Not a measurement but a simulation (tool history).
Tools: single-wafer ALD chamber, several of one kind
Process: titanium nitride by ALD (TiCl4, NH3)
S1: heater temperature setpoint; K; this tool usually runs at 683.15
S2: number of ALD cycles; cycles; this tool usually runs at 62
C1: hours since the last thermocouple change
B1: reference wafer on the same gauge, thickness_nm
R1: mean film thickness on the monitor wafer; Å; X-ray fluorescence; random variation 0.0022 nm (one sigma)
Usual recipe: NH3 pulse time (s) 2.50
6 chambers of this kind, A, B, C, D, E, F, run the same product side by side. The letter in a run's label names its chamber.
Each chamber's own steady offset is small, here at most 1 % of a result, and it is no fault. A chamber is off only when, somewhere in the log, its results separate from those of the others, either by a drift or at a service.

run 1A hour=7.0 | S1=683.15 S2=62 NH3_pulse_time_(s)=2.50 | C1=2291.0 | B1=1.2301 | R1=13.947
run 2B hour=12.8 | S1=683.15 S2=62 NH3_pulse_time_(s)=2.50 | C1=1159.7 | B1=1.2298 | R1=13.676
run 3D hour=18.1 | S1=683.15 S2=62 NH3_pulse_time_(s)=2.50 | C1=389.4 | B1=1.2296 | R1=13.917
run 4F hour=28.6 | S1=683.15 S2=62 NH3_pulse_time_(s)=2.50 | C1=712.3 | B1=1.2300 | R1=13.731
run 5E hour=35.9 | S1=683.15 S2=62 NH3_pulse_time_(s)=2.50 | C1=860.2 | B1=1.2299 | R1=13.764
run 6C hour=43.8 | S1=683.15 S2=62 NH3_pulse_time_(s)=2.50 | C1=526.3 | B1=1.2284 | R1=13.932
run 7B hour=51.4 | S1=683.15 S2=62 NH3_pulse_time_(s)=2.50 | C1=1198.3 | B1=1.2288 | R1=13.728
run 8C hour=58.2 | S1=683.15 S2=62 NH3_pulse_time_(s)=2.50 | C1=540.7 | B1=1.2284 | R1=13.942
run 9F hour=64.7 | S1=683.15 S2=62 NH3_pulse_time_(s)=2.50 | C1=748.4 | B1=1.2279 | R1=13.753
run 10E hour=70.4 | S1=697.15 S2=71 NH3_pulse_time_(s)=2.50 | C1=894.7 | B1=1.2284 | R1=15.752
run 11D hour=77.8 | S1=697.15 S2=71 NH3_pulse_time_(s)=2.50 | C1=449.1 | B1=1.2285 | R1=15.889
run 12A hour=87.5 | S1=697.15 S2=71 NH3_pulse_time_(s)=2.50 | C1=2371.5 | B1=1.2280 | R1=15.931
run 13A hour=96.2 | S1=697.15 S2=71 NH3_pulse_time_(s)=2.50 | C1=2380.2 | B1=1.2272 | R1=16.025
run 14E hour=107.6 | S1=697.15 S2=71 NH3_pulse_time_(s)=2.50 | C1=931.9 | B1=1.2271 | R1=15.744
run 15F hour=113.9 | S1=697.15 S2=71 NH3_pulse_time_(s)=2.50 | C1=797.6 | B1=1.2268 | R1=15.715
run 16C hour=122.9 | S1=672.15 S2=52 NH3_pulse_time_(s)=2.50 | C1=605.4 | B1=1.2267 | R1=11.618
run 17D hour=130.7 | S1=672.15 S2=52 NH3_pulse_time_(s)=2.50 | C1=502.0 | B1=1.2263 | R1=11.582
run 18B hour=137.2 | S1=672.15 S2=52 NH3_pulse_time_(s)=2.50 | C1=1284.1 | B1=1.2266 | R1=11.458
run 19C hour=143.1 | S1=672.15 S2=52 NH3_pulse_time_(s)=2.50 | C1=625.6 | B1=1.2259 | R1=11.612
run 20B hour=153.6 | S1=672.15 S2=52 NH3_pulse_time_(s)=2.50 | C1=1300.5 | B1=1.2261 | R1=11.445
run 21D hour=159.2 | S1=672.15 S2=52 NH3_pulse_time_(s)=2.50 | C1=530.5 | B1=1.2265 | R1=11.596
run 22E hour=166.8 | S1=683.15 S2=62 NH3_pulse_time_(s)=2.50 | C1=991.1 | B1=1.2252 | R1=13.699
run 23A hour=173.1 | S1=683.15 S2=66 NH3_pulse_time_(s)=1.58 | C1=2457.1 | B1=1.2259 | R1=14.572
run 24F hour=180.1 | S1=683.15 S2=66 NH3_pulse_time_(s)=1.58 | C1=863.8 | B1=1.2251 | R1=14.321
-- hour=181.2 chamber E: thermocouple changed; heater temperature recalibrated
run 25D hour=187.1 | S1=683.15 S2=66 NH3_pulse_time_(s)=1.58 | C1=558.4 | B1=1.2249 | R1=14.540
run 26F hour=196.8 | S1=683.15 S2=66 NH3_pulse_time_(s)=1.58 | C1=880.5 | B1=1.2252 | R1=14.369
run 27A hour=207.2 | S1=683.15 S2=66 NH3_pulse_time_(s)=1.58 | C1=2491.2 | B1=1.2244 | R1=14.562
run 28C hour=216.9 | S1=683.15 S2=66 NH3_pulse_time_(s)=1.58 | C1=699.4 | B1=1.2250 | R1=14.539
run 29E hour=226.5 | S1=683.15 S2=62 NH3_pulse_time_(s)=2.50 | C1=45.4 | B1=1.2241 | R1=13.648
run 30B hour=235.3 | S1=683.15 S2=62 NH3_pulse_time_(s)=2.50 | C1=1382.2 | B1=1.2237 | R1=13.631
run 31A hour=245.1 | S1=683.15 S2=62 NH3_pulse_time_(s)=3.43 | C1=2529.1 | B1=1.2233 | R1=13.988
run 32E hour=252.0 | S1=683.15 S2=62 NH3_pulse_time_(s)=3.43 | C1=70.9 | B1=1.2232 | R1=13.755
run 33D hour=262.2 | S1=683.15 S2=62 NH3_pulse_time_(s)=3.43 | C1=633.5 | B1=1.2233 | R1=13.910
run 34C hour=269.0 | S1=683.15 S2=62 NH3_pulse_time_(s)=3.43 | C1=751.5 | B1=1.2232 | R1=14.014
run 35F hour=276.3 | S1=683.15 S2=62 NH3_pulse_time_(s)=3.43 | C1=960.0 | B1=1.2224 | R1=13.782
run 36B hour=285.3 | S1=683.15 S2=62 NH3_pulse_time_(s)=3.43 | C1=1432.2 | B1=1.2223 | R1=13.772
run 37C hour=296.6 | S1=683.15 S2=62 NH3_pulse_time_(s)=2.50 | C1=779.1 | B1=1.2221 | R1=13.886

Each of the 6 chambers runs these same settings next. Fill in every chamber's results:
run 38A hour=304.9 | S1=683.15 S2=62 NH3_pulse_time_(s)=2.50 | R1=?
run 38B hour=304.9 | S1=683.15 S2=62 NH3_pulse_time_(s)=2.50 | R1=?
run 38C hour=304.9 | S1=683.15 S2=62 NH3_pulse_time_(s)=2.50 | R1=?
run 38D hour=304.9 | S1=683.15 S2=62 NH3_pulse_time_(s)=2.50 | R1=?
run 38E hour=304.9 | S1=683.15 S2=62 NH3_pulse_time_(s)=2.50 | R1=?
run 38F hour=304.9 | S1=683.15 S2=62 NH3_pulse_time_(s)=2.50 | R1=?

run=38A R1=13.837
run=38B R1=13.619
run=38C R1=13.837
run=38D R1=13.826
run=38E R1=13.629
run=38F R1=13.708

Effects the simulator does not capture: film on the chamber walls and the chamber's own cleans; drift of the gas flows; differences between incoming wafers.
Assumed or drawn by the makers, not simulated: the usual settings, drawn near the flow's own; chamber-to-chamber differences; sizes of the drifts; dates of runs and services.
